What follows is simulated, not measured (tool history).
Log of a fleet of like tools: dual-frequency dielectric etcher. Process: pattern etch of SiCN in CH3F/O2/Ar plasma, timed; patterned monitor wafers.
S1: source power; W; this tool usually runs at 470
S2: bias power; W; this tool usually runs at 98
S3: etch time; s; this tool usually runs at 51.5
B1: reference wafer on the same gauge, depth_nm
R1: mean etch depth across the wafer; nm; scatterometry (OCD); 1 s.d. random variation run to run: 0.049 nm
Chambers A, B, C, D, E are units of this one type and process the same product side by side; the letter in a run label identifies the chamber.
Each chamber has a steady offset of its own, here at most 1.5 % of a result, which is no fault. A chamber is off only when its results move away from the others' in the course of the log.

Run 1A, hour 3.1: usual settings; B1 24.291. Result: R1 22.748 nm.
Run 2B, hour 7: usual settings; B1 24.294. Result: R1 23.201 nm.
Run 3C, hour 10.6: usual settings; B1 24.298. Result: R1 23.005 nm.
Run 4E, hour 13.3: usual settings; B1 24.304. Result: R1 22.927 nm.
Run 5D, hour 16.8: usual settings but S1 410 W, S2 114 W; B1 24.29. Result: R1 23.103 nm.
Run 6D, hour 19: usual settings but S1 410 W, S2 114 W; B1 24.308. Result: R1 23.089 nm.
Run 7E, hour 22.7: usual settings but S1 410 W, S2 114 W; B1 24.291. Result: R1 23.026 nm.
Run 8C, hour 24.6: usual settings but S1 410 W, S2 114 W; B1 24.285. Result: R1 23.2 nm.
Run 9B, hour 28.1: usual settings but S1 410 W, S2 114 W; B1 24.289. Result: R1 23.413 nm.
Run 10A, hour 31.1: usual settings; B1 24.299. Result: R1 22.646 nm.
Run 11E, hour 33.6: usual settings; B1 24.304. Result: R1 22.908 nm.
At hour 35.8: chamber D: wet clean of the chamber.
Run 12A, hour 37.7: usual settings; B1 24.308. Result: R1 22.774 nm.
Run 13C, hour 41.5: usual settings but S2 79 W, S3 62.5 s; B1 24.308. Result: R1 25.772 nm.
Run 14B, hour 44.1: usual settings but S2 79 W, S3 62.5 s; B1 24.298. Result: R1 26.016 nm.
Run 15D, hour 46.8: usual settings but S2 79 W, S3 62.5 s; B1 24.293. Result: R1 25.7 nm.
Run 16E, hour 50.6: usual settings but S2 79 W, S3 62.5 s; B1 24.303. Result: R1 25.761 nm.
Run 17D, hour 54.6: usual settings but S2 79 W, S3 62.5 s; B1 24.31. Result: R1 25.731 nm.
Run 18C, hour 57.4: usual settings but S1 430 W, S3 65 s; B1 24.317. Result: R1 27.923 nm.
Run 19A, hour 59.6: usual settings but S1 430 W, S3 65 s; B1 24.306. Result: R1 27.806 nm.
Run 20B, hour 63.8: usual settings but S1 430 W, S3 65 s; B1 24.294. Result: R1 28.329 nm.
Run 21D, hour 66.1: usual settings but S1 430 W, S3 65 s; B1 24.295. Result: R1 27.881 nm.
Run 22B, hour 69.8: usual settings but S1 430 W, S3 65 s; B1 24.291. Result: R1 28.329 nm.
At hour 72.1: chamber B: wet clean of the chamber.
Run 23E, hour 73.5: usual settings; B1 24.286. Result: R1 22.913 nm.
Run 24C, hour 77: usual settings; B1 24.292. Result: R1 22.925 nm.
Run 25A, hour 80.8: usual settings; B1 24.297. Result: R1 22.772 nm.
Run 26E, hour 84.4: usual settings; B1 24.295. Result: R1 22.925 nm.
Run 27A, hour 88.4: usual settings; B1 24.289. Result: R1 22.831 nm.
Run 28C, hour 90.5: usual settings but S2 121 W, S3 42 s; B1 24.282. Result: R1 20.287 nm.
Run 29B, hour 93.4: usual settings but S2 121 W, S3 42 s; B1 24.3. Result: R1 19.999 nm.
Run 30D, hour 95.4: usual settings but S2 121 W, S3 42 s; B1 24.301. Result: R1 20.263 nm.
Run 31A, hour 97.7: usual settings but S2 121 W, S3 42 s; B1 24.287. Result: R1 20.073 nm.
Run 32E, hour 100.7: usual settings but S2 121 W, S3 42 s; B1 24.289. Result: R1 20.189 nm.
Run 33B, hour 103.8: usual settings; B1 24.319. Result: R1 22.547 nm.
Run 34D, hour 106: usual settings; B1 24.291. Result: R1 22.88 nm.
Run 35C, hour 108.7: usual settings; B1 24.295. Result: R1 22.962 nm.
Run 36D, hour 111.9: usual settings; B1 24.303. Result: R1 22.852 nm.
Run 37E, hour 114.4: usual settings; B1 24.29. Result: R1 22.999 nm.
Run 38B, hour 118.4: usual settings; B1 24.311. Result: R1 22.629 nm.
Run 39A, hour 122.5: usual settings; B1 24.3. Result: R1 22.811 nm.

Does one chamber stand apart from the rest, does the shared gauge drift, or is all well apart from small per-chamber offsets? Give the chamber and the most likely cause, where there is one.

A service left chamber B off against the others.
Likeliest cause: etch rate under this chamber's usual, % = 2.53.

Below are 4 candidate recipes for chamber B's next run, each the usual settings with a change, their results shown as question marks. Which of them brings B's results back in line with what the other chambers give on the usual settings?
Allowed miss from the other chambers' usual-settings mean, per result, to count as in line: R1 0.18 nm
Run 40B-1, hour 125.5: usual settings but S2 91 W. Result: R1 ?.
Run 40B-2, hour 125.5: usual settings but S3 52 s. Result: R1 ?.
Run 40B-3, hour 125.5: usual settings but S2 105 W. Result: R1 ?.
Run 40B-4, hour 125.5: usual settings but S3 51 s. Result: R1 ?.

Usual-settings mean across the other chambers: R1 22.882 nm
  run      R1
40B-1   21.94
40B-2  22.774
40B-3  23.151
40B-4  22.336
40B-2 puts the chamber back in line with the other chambers.
